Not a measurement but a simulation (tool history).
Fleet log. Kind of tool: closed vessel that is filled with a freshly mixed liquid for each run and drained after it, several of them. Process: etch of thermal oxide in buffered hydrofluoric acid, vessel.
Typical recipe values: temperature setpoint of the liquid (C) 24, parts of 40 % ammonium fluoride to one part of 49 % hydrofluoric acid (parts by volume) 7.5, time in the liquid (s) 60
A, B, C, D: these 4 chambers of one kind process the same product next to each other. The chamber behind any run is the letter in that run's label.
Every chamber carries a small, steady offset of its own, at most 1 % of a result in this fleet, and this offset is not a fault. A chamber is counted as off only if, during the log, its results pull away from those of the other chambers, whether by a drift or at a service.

| run | hour | temperature setpoint of the liquid (C) | parts of 40 % ammonium fluoride to one part of 49 % hydrofluoric acid (parts by volume) | time in the liquid (s) | read-back film thickness of the thermal oxide reference wafer, read on the same gauge (nm) | thickness taken off the thermal oxide on a monitor wafer (Å) |
|---|---|---|---|---|---|---|
|  | 4 | chamber C: hydrofluoric acid flow meter replaced |
| 1D | 4.2 | 24 | 7.5 | 60 | 99.992 | 892.1 |
| 2C | 10.5 | 24 | 7.5 | 60 | 99.99 | 897.76 |
| 3B | 14.3 | 24 | 7.5 | 60 | 99.977 | 892.92 |
| 4A | 18.1 | 24 | 7.5 | 60 | 99.996 | 887.07 |
| 5D | 23.5 | 24 | 7.5 | 60 | 100.02 | 891.06 |
| 6B | 28 | 24 | 7.5 | 60 | 99.996 | 895.15 |
| 7A | 35.1 | 24 | 7.5 | 60 | 99.993 | 881.89 |
| 8C | 42.7 | 24 | 7.5 | 90 | 100 | 1359.5 |
| 9D | 50 | 24 | 7.5 | 90 | 99.991 | 1345.8 |
| 10C | 53.4 | 24 | 7.5 | 90 | 100.01 | 1354.9 |
| 11A | 57.8 | 24 | 7.5 | 90 | 99.992 | 1337.5 |
| 12B | 62.8 | 24 | 7.5 | 60 | 100.02 | 895.8 |
| 13D | 67.8 | 24 | 7.5 | 60 | 99.983 | 902.03 |
| 14C | 74.3 | 24 | 7.5 | 60 | 100.01 | 896.04 |
|  | 81.7 | chamber B: hydrofluoric acid flow meter replaced |
| 15A | 82.1 | 24 | 7.5 | 60 | 99.999 | 894.61 |
| 16B | 87.2 | 24 | 7.5 | 60 | 100.02 | 885.01 |
| 17A | 94.1 | 26 | 7.5 | 80 | 100.01 | 1336.9 |
| 18C | 97.8 | 26 | 7.5 | 80 | 100.02 | 1341.3 |
| 19B | 104 | 26 | 7.5 | 80 | 99.997 | 1311.6 |
| 20D | 108.8 | 26 | 7.5 | 80 | 99.987 | 1365.9 |
| 21D | 115.5 | 24 | 7.5 | 60 | 99.989 | 928.49 |
| 22B | 121.9 | 24 | 7.5 | 60 | 100 | 888.67 |
| 23A | 128.2 | 24 | 7.5 | 60 | 99.98 | 884.88 |
| 24C | 131.8 | 24 | 7.5 | 60 | 99.997 | 902.5 |
| 25C | 138.6 | 24 | 7.5 | 60 | 99.988 | 902.8 |
| 26D | 142.5 | 24 | 7.5 | 60 | 99.982 | 937.82 |
| 27B | 147.5 | 24 | 7.5 | 60 | 99.989 | 891.28 |
| 28A | 154.2 | 24 | 7.5 | 60 | 99.998 | 895.21 |
| 29D | 159 | 24 | 9 | 90 | 99.994 | 1173.9 |
| 30B | 163.8 | 24 | 9 | 90 | 100.02 | 1092 |
| 31C | 167.2 | 24 | 9 | 90 | 100.01 | 1112.2 |
| 32A | 171.1 | 24 | 9 | 90 | 100.03 | 1098.1 |
| 33B | 178 | 24 | 7.5 | 60 | 99.973 | 896.3 |
| 34D | 181.6 | 24 | 10.5 | 60 | 100 | 699.55 |
| 35A | 186.6 | 24 | 10.5 | 60 | 99.955 | 651.36 |
| 36C | 190.9 | 24 | 10.5 | 60 | 99.995 | 669.16 |
| 37A | 198.6 | 24 | 10.5 | 60 | 100.03 | 648.72 |
| 38D | 204.5 | 24 | 7.5 | 60 | 99.989 | 953.61 |
| 39C | 210.7 | 24 | 7.5 | 60 | 99.98 | 906.79 |
| 40B | 215.9 | 24 | 7.5 | 60 | 100.01 | 877.03 |

One chamber off, gauge drift, or nothing amiss beyond the chambers' own small offsets? If it is a chamber, which one, and what is the likeliest cause?

Chamber D drifts away from the others.
What lies behind it: liquid hotter than its thermometer reads (K) = 1.53.
The log may not separate it from: hydrofluoric acid flow above the setpoint (%).

Here are 4 candidates for chamber D's next run, each the usual settings with a change, their results left as question marks. Which one brings its results back in line with what the others give on the usual settings?
Counts as in line when no further than this from what the other chambers average on the usual settings: thickness taken off the thermal oxide on a monitor wafer (Å) 23
| 41D-1 | 221.4 | 23.5 | 8 | 55 |  | ? |
| 41D-2 | 221.4 | 24 | 7.5 | 55 |  | ? |
| 41D-3 | 221.4 | 24 | 7.5 | 65 |  | ? |
| 41D-4 | 221.4 | 24.5 | 7.5 | 70 |  | ? |

What the other chambers average on the usual settings: thickness taken off the thermal oxide on a monitor wafer (Å) 894.27
| run | thickness taken off the thermal oxide on a monitor wafer (Å) |
|---|---|
| 41D-1 | 810.24 |
| 41D-2 | 891.24 |
| 41D-3 | 1053.3 |
| 41D-4 | 1164.6 |
Change 41D-2 lands the chamber within the allowed miss of the other chambers.
